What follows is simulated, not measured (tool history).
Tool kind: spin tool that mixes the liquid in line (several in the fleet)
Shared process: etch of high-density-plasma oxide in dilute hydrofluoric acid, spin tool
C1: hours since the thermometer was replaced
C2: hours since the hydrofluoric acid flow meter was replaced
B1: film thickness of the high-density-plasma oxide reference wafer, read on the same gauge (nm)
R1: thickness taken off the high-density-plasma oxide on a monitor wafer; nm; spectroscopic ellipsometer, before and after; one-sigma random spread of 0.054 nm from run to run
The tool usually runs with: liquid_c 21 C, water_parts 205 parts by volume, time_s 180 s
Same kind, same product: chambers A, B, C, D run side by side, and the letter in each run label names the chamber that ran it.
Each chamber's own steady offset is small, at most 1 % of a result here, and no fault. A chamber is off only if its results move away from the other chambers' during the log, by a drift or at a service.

run 1D hour=4.0 | liquid_c=21 water_parts=205 time_s=180 | C1=945.2 C2=158.0 | B1=120.04 | R1=6.7085
run 2C hour=8.5 | liquid_c=21 water_parts=205 time_s=180 | C1=1245.5 C2=781.2 | B1=119.99 | R1=6.7401
run 3A hour=14.9 | liquid_c=21 water_parts=205 time_s=180 | C1=759.6 C2=350.9 | B1=120.01 | R1=6.8095
run 4B hour=19.3 | liquid_c=21 water_parts=205 time_s=180 | C1=340.6 C2=303.1 | B1=120.00 | R1=6.6919
run 5A hour=24.3 | liquid_c=21 water_parts=205 time_s=180 | C1=769.0 C2=360.3 | B1=119.98 | R1=6.6303
run 6D hour=28.9 | liquid_c=21 water_parts=205 time_s=180 | C1=970.1 C2=182.9 | B1=120.00 | R1=6.7343
run 7C hour=32.3 | liquid_c=21 water_parts=205 time_s=180 | C1=1269.3 C2=805.0 | B1=120.03 | R1=6.7584
run 8B hour=38.3 | liquid_c=21 water_parts=205 time_s=180 | C1=359.6 C2=322.1 | B1=119.99 | R1=6.7601
run 9D hour=42.9 | liquid_c=24 water_parts=205 time_s=250 | C1=984.1 C2=196.9 | B1=119.99 | R1=10.2930
run 10A hour=46.0 | liquid_c=24 water_parts=205 time_s=250 | C1=790.7 C2=382.0 | B1=120.01 | R1=10.4780
run 11B hour=50.8 | liquid_c=24 water_parts=205 time_s=250 | C1=372.1 C2=334.6 | B1=120.00 | R1=10.4690
run 12C hour=56.7 | liquid_c=24 water_parts=205 time_s=250 | C1=1293.7 C2=829.4 | B1=120.01 | R1=10.4410
run 13A hour=61.3 | liquid_c=21 water_parts=205 time_s=180 | C1=806.0 C2=397.3 | B1=120.01 | R1=6.8243
run 14B hour=67.0 | liquid_c=21 water_parts=205 time_s=180 | C1=388.3 C2=350.8 | B1=120.02 | R1=6.8728
run 15D hour=70.2 | liquid_c=21 water_parts=205 time_s=130 | C1=1011.4 C2=224.2 | B1=120.01 | R1=4.8498
run 16C hour=74.2 | liquid_c=21 water_parts=205 time_s=130 | C1=1311.2 C2=846.9 | B1=119.99 | R1=4.8243
run 17C hour=80.4 | liquid_c=21 water_parts=205 time_s=130 | C1=1317.4 C2=853.1 | B1=119.99 | R1=4.8192
run 18A hour=84.1 | liquid_c=21 water_parts=205 time_s=130 | C1=828.8 C2=420.1 | B1=120.00 | R1=4.8296
run 19D hour=89.7 | liquid_c=21 water_parts=205 time_s=180 | C1=1030.9 C2=243.7 | B1=120.02 | R1=6.6225
run 20B hour=93.6 | liquid_c=21 water_parts=205 time_s=180 | C1=414.9 C2=377.4 | B1=119.97 | R1=6.8715
run 21B hour=96.8 | liquid_c=21 water_parts=205 time_s=180 | C1=418.1 C2=380.6 | B1=120.01 | R1=6.9072
-- hour=99.7 chamber D: thermometer replaced
run 22A hour=101.7 | liquid_c=21 water_parts=205 time_s=180 | C1=846.4 C2=437.7 | B1=119.99 | R1=6.7770
run 23D hour=108.1 | liquid_c=21 water_parts=205 time_s=285 | C1=8.4 C2=262.1 | B1=120.01 | R1=10.5810
run 24C hour=112.4 | liquid_c=21 water_parts=205 time_s=285 | C1=1349.4 C2=885.1 | B1=119.99 | R1=10.6080
run 25B hour=118.2 | liquid_c=21 water_parts=205 time_s=285 | C1=439.5 C2=402.0 | B1=119.98 | R1=11.1610
run 26A hour=124.0 | liquid_c=21 water_parts=205 time_s=285 | C1=868.7 C2=460.0 | B1=120.00 | R1=10.6530
run 27C hour=129.1 | liquid_c=21 water_parts=205 time_s=180 | C1=1366.1 C2=901.8 | B1=119.99 | R1=6.7394
run 28D hour=132.2 | liquid_c=21 water_parts=205 time_s=180 | C1=32.5 C2=286.2 | B1=119.98 | R1=6.6822
run 29D hour=138.0 | liquid_c=21 water_parts=205 time_s=180 | C1=38.3 C2=292.0 | B1=120.01 | R1=6.7327
run 30C hour=142.7 | liquid_c=21 water_parts=205 time_s=180 | C1=1379.7 C2=915.4 | B1=120.01 | R1=6.6461
run 31A hour=148.0 | liquid_c=21 water_parts=170 time_s=105 | C1=892.7 C2=484.0 | B1=119.98 | R1=4.9454
run 32B hour=153.7 | liquid_c=21 water_parts=170 time_s=105 | C1=475.0 C2=437.5 | B1=119.99 | R1=5.2267
run 33C hour=159.1 | liquid_c=21 water_parts=170 time_s=105 | C1=1396.1 C2=931.8 | B1=120.00 | R1=4.8473
run 34B hour=165.7 | liquid_c=21 water_parts=170 time_s=105 | C1=487.0 C2=449.5 | B1=119.98 | R1=5.2647
run 35A hour=171.6 | liquid_c=21 water_parts=205 time_s=180 | C1=916.3 C2=507.6 | B1=120.01 | R1=6.8070
run 36D hour=175.4 | liquid_c=21 water_parts=205 time_s=180 | C1=75.7 C2=329.4 | B1=119.99 | R1=6.6885
run 37C hour=181.8 | liquid_c=21 water_parts=205 time_s=255 | C1=1418.8 C2=954.5 | B1=120.00 | R1=9.4354
run 38B hour=184.7 | liquid_c=21 water_parts=205 time_s=255 | C1=506.0 C2=468.5 | B1=120.01 | R1=10.2180
run 39D hour=190.6 | liquid_c=21 water_parts=205 time_s=255 | C1=90.9 C2=344.6 | B1=120.02 | R1=9.4885
run 40A hour=194.5 | liquid_c=21 water_parts=205 time_s=255 | C1=939.2 C2=530.5 | B1=120.02 | R1=9.6512
run 41A hour=200.1 | liquid_c=21 water_parts=205 time_s=180 | C1=944.8 C2=536.1 | B1=120.00 | R1=6.7497
run 42C hour=206.2 | liquid_c=21 water_parts=205 time_s=180 | C1=1443.2 C2=978.9 | B1=120.00 | R1=6.8246
run 43D hour=212.0 | liquid_c=21 water_parts=205 time_s=180 | C1=112.3 C2=366.0 | B1=120.00 | R1=6.6220
run 44B hour=216.5 | liquid_c=21 water_parts=205 time_s=180 | C1=537.8 C2=500.3 | B1=119.99 | R1=7.3771

One chamber off, gauge drift, or nothing amiss beyond the chambers' own small offsets? If it is a chamber, which one, and what is the likeliest cause?

Chamber B drifts away from the others.
Most likely cause: hydrofluoric acid flow above the setpoint (%) = 8.3.
The log may not separate it from: liquid hotter than its thermometer reads (K).

Here are 4 candidates for chamber B's next run, each the usual settings with a change, their results left as question marks. Which one brings its results back in line with what the others give on the usual settings?
In line here means within this much of the mean the other chambers give on the usual settings: R1 0.1900 nm
run 45B-1 hour=221.3 | liquid_c=22.0 water_parts=205 time_s=180 | R1=?
run 45B-2 hour=221.3 | liquid_c=20.0 water_parts=205 time_s=180 | R1=?
run 45B-3 hour=221.3 | liquid_c=21.0 water_parts=205 time_s=200 | R1=?
run 45B-4 hour=221.3 | liquid_c=18.5 water_parts=205 time_s=180 | R1=?

The mean the other chambers reach with the usual settings: R1 6.7140 nm
run=45B-1 R1=7.6807
run=45B-2 R1=7.1176
run=45B-3 R1=8.2170
run=45B-4 R1=6.7168
With 45B-4, the chamber falls back in line with the rest.

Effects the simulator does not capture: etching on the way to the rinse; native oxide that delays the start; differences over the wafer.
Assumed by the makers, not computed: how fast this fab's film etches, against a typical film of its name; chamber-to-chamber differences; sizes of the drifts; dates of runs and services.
